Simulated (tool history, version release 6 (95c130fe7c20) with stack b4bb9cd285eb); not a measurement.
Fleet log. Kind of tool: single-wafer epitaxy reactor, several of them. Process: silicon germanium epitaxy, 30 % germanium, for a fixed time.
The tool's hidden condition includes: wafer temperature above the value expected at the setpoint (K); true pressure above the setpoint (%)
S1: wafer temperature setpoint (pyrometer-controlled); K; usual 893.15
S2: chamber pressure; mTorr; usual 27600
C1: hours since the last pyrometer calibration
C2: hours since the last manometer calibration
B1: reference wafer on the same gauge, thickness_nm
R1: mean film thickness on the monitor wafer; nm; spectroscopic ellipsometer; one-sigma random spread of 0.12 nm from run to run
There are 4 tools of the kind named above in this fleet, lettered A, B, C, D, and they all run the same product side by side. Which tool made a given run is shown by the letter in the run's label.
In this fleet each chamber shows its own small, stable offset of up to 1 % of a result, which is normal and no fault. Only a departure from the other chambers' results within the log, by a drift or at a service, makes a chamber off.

run 1B hour=8.1 | S1=893.15 S2=27600 | C1=770.2 C2=1523.4 | B1=86.823 | R1=95.927
run 2D hour=15.4 | S1=893.15 S2=27600 | C1=1310.5 C2=1398.5 | B1=86.823 | R1=96.151
run 3C hour=26 | S1=893.15 S2=27600 | C1=222.9 C2=1515.2 | B1=86.864 | R1=96.539
run 4A hour=32.8 | S1=893.15 S2=27600 | C1=1129.1 C2=472.7 | B1=86.857 | R1=96.255
run 5D hour=41.4 | S1=893.15 S2=27600 | C1=1336.5 C2=1424.5 | B1=86.916 | R1=96.087
run 6A hour=47.4 | S1=893.15 S2=27600 | C1=1143.7 C2=487.3 | B1=86.879 | R1=96.449
run 7B hour=58.1 | S1=893.15 S2=27600 | C1=820.2 C2=1573.4 | B1=86.912 | R1=95.984
run 8C hour=67.8 | S1=893.15 S2=27600 | C1=264.7 C2=1557 | B1=86.935 | R1=96.836
run 9D hour=76.7 | S1=893.15 S2=27600 | C1=1371.8 C2=1459.8 | B1=86.946 | R1=96.328
-- hour=84.4 chamber C: capacitance manometer re-zeroed and calibrated
run 10B hour=87.7 | S1=893.15 S2=27600 | C1=849.8 C2=1603 | B1=86.995 | R1=96.115
run 11A hour=97.5 | S1=893.15 S2=27600 | C1=1193.8 C2=537.4 | B1=86.995 | R1=96.545
run 12C hour=102.6 | S1=893.15 S2=27600 | C1=299.5 C2=18.3 | B1=86.984 | R1=96.792
run 13D hour=112.8 | S1=893.15 S2=27600 | C1=1407.9 C2=1495.9 | B1=87.05 | R1=96.163
run 14C hour=119.1 | S1=893.15 S2=27600 | C1=316 C2=34.8 | B1=87.072 | R1=96.901
run 15B hour=128.4 | S1=879.15 S2=22400 | C1=890.5 C2=1643.7 | B1=87.064 | R1=68.737
run 16A hour=137.5 | S1=879.15 S2=22400 | C1=1233.8 C2=577.4 | B1=87.067 | R1=69.111
run 17D hour=149.1 | S1=879.15 S2=22400 | C1=1444.2 C2=1532.2 | B1=87.092 | R1=69.204
run 18B hour=155.7 | S1=879.15 S2=22400 | C1=917.8 C2=1671 | B1=87.11 | R1=68.706
run 19A hour=167.3 | S1=893.15 S2=27600 | C1=1263.6 C2=607.2 | B1=87.111 | R1=96.665
run 20C hour=175.1 | S1=893.15 S2=27600 | C1=372 C2=90.8 | B1=87.113 | R1=97.231
run 21B hour=185.7 | S1=893.15 S2=27600 | C1=947.8 C2=1701 | B1=87.162 | R1=96.329
run 22A hour=192.7 | S1=893.15 S2=27600 | C1=1289 C2=632.6 | B1=87.175 | R1=96.877
run 23C hour=202.8 | S1=893.15 S2=27600 | C1=399.7 C2=118.5 | B1=87.169 | R1=97.157
run 24D hour=209 | S1=893.15 S2=27600 | C1=1504.1 C2=1592.1 | B1=87.244 | R1=96.433

Does one chamber stand apart from the rest, does the shared gauge drift, or is all well apart from small per-chamber offsets? Give the chamber and the most likely cause, where there is one.

It is the gauge, not a chamber: its drift shows up in every chamber's results at once, and no chamber is off.
Most likely cause: gauge reads high (%) = 0.508.
